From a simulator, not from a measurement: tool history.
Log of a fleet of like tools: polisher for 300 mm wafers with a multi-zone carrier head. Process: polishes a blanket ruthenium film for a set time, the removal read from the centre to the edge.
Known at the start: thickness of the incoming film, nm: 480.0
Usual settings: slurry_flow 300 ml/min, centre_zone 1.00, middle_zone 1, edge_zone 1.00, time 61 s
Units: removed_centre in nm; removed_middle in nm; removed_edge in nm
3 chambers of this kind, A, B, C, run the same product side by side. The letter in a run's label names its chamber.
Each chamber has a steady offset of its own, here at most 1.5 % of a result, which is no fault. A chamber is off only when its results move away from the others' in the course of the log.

-- hour=3.4 chamber A: worn pad replaced by a new one
run 1A hour=12.6 | slurry_flow=300 centre_zone=1.00 middle_zone=1 edge_zone=1.00 time=61 | removed_centre=120.630 removed_middle=119.580 removed_edge=117.210
run 2C hour=22.6 | slurry_flow=300 centre_zone=1.00 middle_zone=1 edge_zone=1.00 time=61 | removed_centre=117.200 removed_middle=119.110 removed_edge=119.620
-- hour=24.5 chamber B: worn pad replaced by a new one
run 3B hour=30.0 | slurry_flow=300 centre_zone=1.00 middle_zone=1 edge_zone=1.00 time=61 | removed_centre=119.630 removed_middle=120.990 removed_edge=119.040
run 4C hour=43.7 | slurry_flow=300 centre_zone=1.00 middle_zone=1 edge_zone=1.00 time=61 | removed_centre=116.470 removed_middle=119.410 removed_edge=118.100
run 5B hour=54.3 | slurry_flow=300 centre_zone=1.00 middle_zone=1 edge_zone=1.00 time=61 | removed_centre=118.840 removed_middle=119.470 removed_edge=114.770
run 6A hour=62.6 | slurry_flow=300 centre_zone=1.00 middle_zone=1 edge_zone=1.00 time=61 | removed_centre=119.460 removed_middle=118.160 removed_edge=118.610
run 7C hour=74.7 | slurry_flow=300 centre_zone=1.00 middle_zone=1 edge_zone=1.00 time=61 | removed_centre=115.440 removed_middle=117.670 removed_edge=122.000
-- hour=75.8 chamber A: worn pad replaced by a new one
run 8A hour=86.2 | slurry_flow=300 centre_zone=1.00 middle_zone=1 edge_zone=1.00 time=61 | removed_centre=119.030 removed_middle=118.920 removed_edge=118.980
-- hour=96.0 chamber B: worn pad replaced by a new one
run 9B hour=99.2 | slurry_flow=300 centre_zone=1.00 middle_zone=1 edge_zone=1.00 time=61 | removed_centre=118.080 removed_middle=121.680 removed_edge=118.980
run 10B hour=105.6 | slurry_flow=300 centre_zone=1.00 middle_zone=1 edge_zone=1.00 time=61 | removed_centre=120.070 removed_middle=119.870 removed_edge=119.760
run 11A hour=115.6 | slurry_flow=300 centre_zone=1.00 middle_zone=1 edge_zone=1.04 time=54 | removed_centre=105.830 removed_middle=106.150 removed_edge=105.710
run 12C hour=123.5 | slurry_flow=300 centre_zone=1.00 middle_zone=1 edge_zone=1.04 time=54 | removed_centre=104.890 removed_middle=103.500 removed_edge=109.180
run 13A hour=135.8 | slurry_flow=300 centre_zone=1.00 middle_zone=1 edge_zone=1.04 time=54 | removed_centre=104.800 removed_middle=105.710 removed_edge=107.670
run 14B hour=143.6 | slurry_flow=300 centre_zone=0.96 middle_zone=1 edge_zone=1.00 time=61 | removed_centre=112.420 removed_middle=118.260 removed_edge=116.360
-- hour=156.6 chamber A: worn pad replaced by a new one
run 15C hour=157.0 | slurry_flow=300 centre_zone=0.96 middle_zone=1 edge_zone=1.00 time=61 | removed_centre=113.040 removed_middle=116.900 removed_edge=120.670
run 16B hour=165.2 | slurry_flow=300 centre_zone=0.96 middle_zone=1 edge_zone=1.00 time=61 | removed_centre=111.700 removed_middle=117.490 removed_edge=116.480
-- hour=169.2 chamber C: worn pad replaced by a new one
-- hour=171.3 chamber B: worn pad replaced by a new one
run 17A hour=175.4 | slurry_flow=300 centre_zone=1.00 middle_zone=1 edge_zone=1.00 time=61 | removed_centre=120.470 removed_middle=120.760 removed_edge=118.910
run 18C hour=182.7 | slurry_flow=300 centre_zone=1.00 middle_zone=1 edge_zone=1.00 time=61 | removed_centre=117.710 removed_middle=118.890 removed_edge=120.160
-- hour=188.9 chamber A: edge zone pressure recalibrated
run 19B hour=191.6 | slurry_flow=375 centre_zone=1.00 middle_zone=1 edge_zone=1.00 time=61 | removed_centre=118.710 removed_middle=122.990 removed_edge=118.160
run 20A hour=200.8 | slurry_flow=375 centre_zone=1.00 middle_zone=1 edge_zone=1.00 time=61 | removed_centre=121.660 removed_middle=121.170 removed_edge=118.120
run 21C hour=212.1 | slurry_flow=375 centre_zone=1.00 middle_zone=1 edge_zone=1.00 time=61 | removed_centre=118.090 removed_middle=122.100 removed_edge=122.040
run 22C hour=222.2 | slurry_flow=300 centre_zone=0.96 middle_zone=1 edge_zone=1.00 time=69 | removed_centre=129.010 removed_middle=134.210 removed_edge=134.710
run 23B hour=229.5 | slurry_flow=300 centre_zone=0.96 middle_zone=1 edge_zone=1.00 time=69 | removed_centre=129.260 removed_middle=134.230 removed_edge=131.530
-- hour=230.9 chamber A: worn pad replaced by a new one
run 24A hour=239.6 | slurry_flow=300 centre_zone=0.96 middle_zone=1 edge_zone=1.00 time=69 | removed_centre=128.650 removed_middle=136.030 removed_edge=135.290
-- hour=246.0 chamber B: worn pad replaced by a new one
run 25B hour=246.8 | slurry_flow=300 centre_zone=1.00 middle_zone=1 edge_zone=1.00 time=61 | removed_centre=119.250 removed_middle=118.670 removed_edge=119.260
run 26A hour=259.7 | slurry_flow=300 centre_zone=1.00 middle_zone=1 edge_zone=1.00 time=61 | removed_centre=119.190 removed_middle=119.150 removed_edge=117.670
-- hour=269.8 chamber A: centre zone pressure recalibrated
run 27C hour=272.4 | slurry_flow=300 centre_zone=1.00 middle_zone=1 edge_zone=1.00 time=61 | removed_centre=117.270 removed_middle=119.140 removed_edge=117.990
run 28B hour=280.8 | slurry_flow=300 centre_zone=1.00 middle_zone=1 edge_zone=1.00 time=61 | removed_centre=118.590 removed_middle=118.820 removed_edge=118.820
run 29C hour=294.5 | slurry_flow=300 centre_zone=1.00 middle_zone=1 edge_zone=0.90 time=61 | removed_centre=117.700 removed_middle=118.600 removed_edge=114.160
run 30A hour=305.0 | slurry_flow=300 centre_zone=1.00 middle_zone=1 edge_zone=0.90 time=61 | removed_centre=120.270 removed_middle=119.110 removed_edge=111.160
run 31B hour=312.8 | slurry_flow=300 centre_zone=1.00 middle_zone=1 edge_zone=0.90 time=61 | removed_centre=118.120 removed_middle=120.970 removed_edge=111.800
-- hour=318.4 chamber A: worn pad replaced by a new one
run 32C hour=321.8 | slurry_flow=300 centre_zone=1.00 middle_zone=1 edge_zone=1.00 time=51 | removed_centre=98.292 removed_middle=98.706 removed_edge=98.847
-- hour=322.5 chamber C: worn pad replaced by a new one
-- hour=325.7 chamber B: worn pad replaced by a new one
run 33A hour=328.2 | slurry_flow=300 centre_zone=1.00 middle_zone=1 edge_zone=1.00 time=51 | removed_centre=99.332 removed_middle=99.462 removed_edge=100.320
run 34A hour=340.6 | slurry_flow=300 centre_zone=1.00 middle_zone=1 edge_zone=1.00 time=51 | removed_centre=96.458 removed_middle=98.635 removed_edge=100.800
run 35B hour=353.2 | slurry_flow=300 centre_zone=1.00 middle_zone=1 edge_zone=1.00 time=61 | removed_centre=116.690 removed_middle=120.720 removed_edge=118.780
run 36C hour=361.8 | slurry_flow=300 centre_zone=1.00 middle_zone=1 edge_zone=1.00 time=61 | removed_centre=116.840 removed_middle=118.590 removed_edge=119.020
run 37C hour=369.3 | slurry_flow=300 centre_zone=1.00 middle_zone=1 edge_zone=1.00 time=61 | removed_centre=115.970 removed_middle=118.410 removed_edge=119.900
run 38A hour=379.6 | slurry_flow=300 centre_zone=1.00 middle_zone=1 edge_zone=1.00 time=61 | removed_centre=118.480 removed_middle=118.980 removed_edge=119.610
run 39B hour=387.3 | slurry_flow=300 centre_zone=1.00 middle_zone=1 edge_zone=1.00 time=55 | removed_centre=109.690 removed_middle=107.850 removed_edge=107.300
run 40A hour=393.3 | slurry_flow=300 centre_zone=1.00 middle_zone=1 edge_zone=1.00 time=55 | removed_centre=105.950 removed_middle=106.300 removed_edge=106.930

Next, every chamber runs the same settings. What will each give?
run 41A hour=403.2 | slurry_flow=300 centre_zone=1.00 middle_zone=1 edge_zone=1.00 time=61 | removed_centre=? removed_middle=? removed_edge=?
run 41B hour=403.2 | slurry_flow=300 centre_zone=1.00 middle_zone=1 edge_zone=1.00 time=61 | removed_centre=? removed_middle=? removed_edge=?
run 41C hour=403.2 | slurry_flow=300 centre_zone=1.00 middle_zone=1 edge_zone=1.00 time=61 | removed_centre=? removed_middle=? removed_edge=?

run=41A removed_centre=118.250 removed_middle=119.990 removed_edge=119.230
run=41B removed_centre=115.720 removed_middle=121.290 removed_edge=119.830
run=41C removed_centre=117.750 removed_middle=117.880 removed_edge=120.170
